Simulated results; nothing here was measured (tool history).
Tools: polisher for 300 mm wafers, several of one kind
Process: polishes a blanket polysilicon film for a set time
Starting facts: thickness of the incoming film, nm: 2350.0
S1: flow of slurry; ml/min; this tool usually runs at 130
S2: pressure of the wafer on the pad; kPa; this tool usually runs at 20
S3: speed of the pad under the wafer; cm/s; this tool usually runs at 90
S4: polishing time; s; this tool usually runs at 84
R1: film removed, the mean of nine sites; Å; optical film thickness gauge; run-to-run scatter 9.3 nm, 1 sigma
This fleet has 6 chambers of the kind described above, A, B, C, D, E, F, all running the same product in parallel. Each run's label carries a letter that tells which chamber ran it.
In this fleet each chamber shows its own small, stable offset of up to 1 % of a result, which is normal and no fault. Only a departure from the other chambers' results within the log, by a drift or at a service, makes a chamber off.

{"run": "1C", "day": 0.242, "S1": 130, "S2": 20, "S3": 90, "S4": 84, "R1": 6668.4}
{"day": 0.375, "done": "chamber C: slurry nozzle cleaned"}
{"run": "2A", "day": 0.433, "S1": 130, "S2": 20, "S3": 90, "S4": 84, "R1": 6518.7}
{"run": "3B", "day": 0.575, "S1": 130, "S2": 20, "S3": 90, "S4": 84, "R1": 6909}
{"day": 0.679, "done": "chamber F: worn pad replaced by a new one"}
{"run": "4F", "day": 0.729, "S1": 130, "S2": 20, "S3": 90, "S4": 84, "R1": 6741.4}
{"day": 0.838, "done": "chamber A: worn pad replaced by a new one"}
{"day": 0.85, "done": "chamber E: worn pad replaced by a new one"}
{"day": 0.858, "done": "chamber E: slurry nozzle cleaned"}
{"run": "5D", "day": 0.883, "S1": 130, "S2": 20, "S3": 90, "S4": 84, "R1": 6676.9}
{"run": "6E", "day": 1.071, "S1": 130, "S2": 20, "S3": 90, "S4": 84, "R1": 7002.2}
{"day": 1.133, "done": "chamber E: head pressure recalibrated"}
{"run": "7E", "day": 1.246, "S1": 130, "S2": 20, "S3": 90, "S4": 84, "R1": 6810.8}
{"day": 1.262, "done": "chamber C: worn pad replaced by a new one"}
{"run": "8A", "day": 1.425, "S1": 130, "S2": 20, "S3": 90, "S4": 84, "R1": 6788.7}
{"run": "9F", "day": 1.621, "S1": 130, "S2": 20, "S3": 90, "S4": 84, "R1": 6740.6}
{"run": "10D", "day": 1.871, "S1": 130, "S2": 20, "S3": 90, "S4": 84, "R1": 6819.2}
{"day": 1.879, "done": "chamber C: head pressure recalibrated"}
{"run": "11B", "day": 2.058, "S1": 130, "S2": 20, "S3": 90, "S4": 84, "R1": 6619.3}
{"day": 2.25, "done": "chamber D: worn pad replaced by a new one"}
{"run": "12C", "day": 2.304, "S1": 130, "S2": 20, "S3": 90, "S4": 84, "R1": 6902.5}
{"run": "13F", "day": 2.512, "S1": 130, "S2": 20, "S3": 90, "S4": 84, "R1": 6537.7}
{"run": "14E", "day": 2.662, "S1": 130, "S2": 20, "S3": 90, "S4": 84, "R1": 6683.2}
{"day": 2.688, "done": "chamber B: worn pad replaced by a new one"}
{"day": 2.792, "done": "chamber A: worn pad replaced by a new one"}
{"run": "15D", "day": 2.8, "S1": 130, "S2": 14.5, "S3": 90, "S4": 84, "R1": 5017.1}
{"run": "16B", "day": 2.942, "S1": 130, "S2": 14.5, "S3": 90, "S4": 84, "R1": 4895.1}
{"run": "17A", "day": 3.104, "S1": 130, "S2": 14.5, "S3": 90, "S4": 84, "R1": 4905.1}
{"day": 3.238, "done": "chamber C: worn pad replaced by a new one"}
{"run": "18C", "day": 3.271, "S1": 130, "S2": 14.5, "S3": 90, "S4": 84, "R1": 4938.5}
{"run": "19C", "day": 3.425, "S1": 130, "S2": 14.5, "S3": 90, "S4": 84, "R1": 4866.5}
{"run": "20E", "day": 3.612, "S1": 130, "S2": 14.5, "S3": 90, "S4": 84, "R1": 4933.5}
{"day": 3.671, "done": "chamber F: worn pad replaced by a new one"}
{"run": "21F", "day": 3.729, "S1": 100, "S2": 20, "S3": 76, "S4": 84, "R1": 5119.2}
{"run": "22A", "day": 3.938, "S1": 100, "S2": 20, "S3": 76, "S4": 84, "R1": 5344}
{"run": "23D", "day": 4.183, "S1": 100, "S2": 20, "S3": 76, "S4": 84, "R1": 5342}
{"run": "24B", "day": 4.329, "S1": 100, "S2": 20, "S3": 76, "S4": 84, "R1": 5399.1}
{"run": "25A", "day": 4.525, "S1": 100, "S2": 20, "S3": 76, "S4": 84, "R1": 5291.4}
{"day": 4.658, "done": "chamber A: worn pad replaced by a new one"}
{"run": "26C", "day": 4.775, "S1": 100, "S2": 20, "S3": 76, "S4": 84, "R1": 5353.1}
{"day": 4.8, "done": "chamber C: worn pad replaced by a new one"}
{"run": "27E", "day": 5.017, "S1": 130, "S2": 20, "S3": 90, "S4": 84, "R1": 6745.7}
{"day": 5.046, "done": "chamber E: worn pad replaced by a new one"}
{"day": 5.05, "done": "chamber D: worn pad replaced by a new one"}
{"run": "28B", "day": 5.179, "S1": 130, "S2": 20, "S3": 90, "S4": 84, "R1": 6864.9}
{"run": "29D", "day": 5.433, "S1": 130, "S2": 20, "S3": 90, "S4": 84, "R1": 6700.2}
{"run": "30F", "day": 5.696, "S1": 130, "S2": 20, "S3": 90, "S4": 84, "R1": 6410.7}
{"run": "31A", "day": 5.888, "S1": 165, "S2": 20, "S3": 104, "S4": 84, "R1": 7760.9}
{"run": "32D", "day": 6.033, "S1": 165, "S2": 20, "S3": 104, "S4": 84, "R1": 8132.6}
{"run": "33B", "day": 6.171, "S1": 165, "S2": 20, "S3": 104, "S4": 84, "R1": 8246.5}
{"day": 6.25, "done": "chamber A: worn pad replaced by a new one"}
{"run": "34E", "day": 6.421, "S1": 165, "S2": 20, "S3": 104, "S4": 84, "R1": 8145.9}
{"run": "35F", "day": 6.596, "S1": 165, "S2": 20, "S3": 104, "S4": 84, "R1": 7696.9}
{"day": 6.733, "done": "chamber C: worn pad replaced by a new one"}
{"run": "36C", "day": 6.821, "S1": 165, "S2": 20, "S3": 104, "S4": 84, "R1": 8160.4}
{"run": "37D", "day": 7.083, "S1": 130, "S2": 20, "S3": 90, "S4": 84, "R1": 6755.3}
{"day": 7.183, "done": "chamber B: worn pad replaced by a new one"}
{"run": "38A", "day": 7.212, "S1": 130, "S2": 20, "S3": 90, "S4": 84, "R1": 6651.8}
{"run": "39B", "day": 7.375, "S1": 130, "S2": 20, "S3": 90, "S4": 84, "R1": 6508}
{"run": "40E", "day": 7.588, "S1": 130, "S2": 20, "S3": 90, "S4": 103, "R1": 8461.2}
{"run": "41C", "day": 7.812, "S1": 130, "S2": 20, "S3": 90, "S4": 103, "R1": 8229.7}

All 6 chambers run these settings next. Forecast each chamber's results:
{"run": "42A", "day": 8.008, "S1": 130, "S2": 22.8, "S3": 90, "S4": 84, "R1": "?"}
{"run": "42B", "day": 8.008, "S1": 130, "S2": 22.8, "S3": 90, "S4": 84, "R1": "?"}
{"run": "42C", "day": 8.008, "S1": 130, "S2": 22.8, "S3": 90, "S4": 84, "R1": "?"}
{"run": "42D", "day": 8.008, "S1": 130, "S2": 22.8, "S3": 90, "S4": 84, "R1": "?"}
{"run": "42E", "day": 8.008, "S1": 130, "S2": 22.8, "S3": 90, "S4": 84, "R1": "?"}
{"run": "42F", "day": 8.008, "S1": 130, "S2": 22.8, "S3": 90, "S4": 84, "R1": "?"}

run=42A R1=7679.2
run=42B R1=7642.4
run=42C R1=7521.4
run=42D R1=7813.9
run=42E R1=7710.4
run=42F R1=7251.4

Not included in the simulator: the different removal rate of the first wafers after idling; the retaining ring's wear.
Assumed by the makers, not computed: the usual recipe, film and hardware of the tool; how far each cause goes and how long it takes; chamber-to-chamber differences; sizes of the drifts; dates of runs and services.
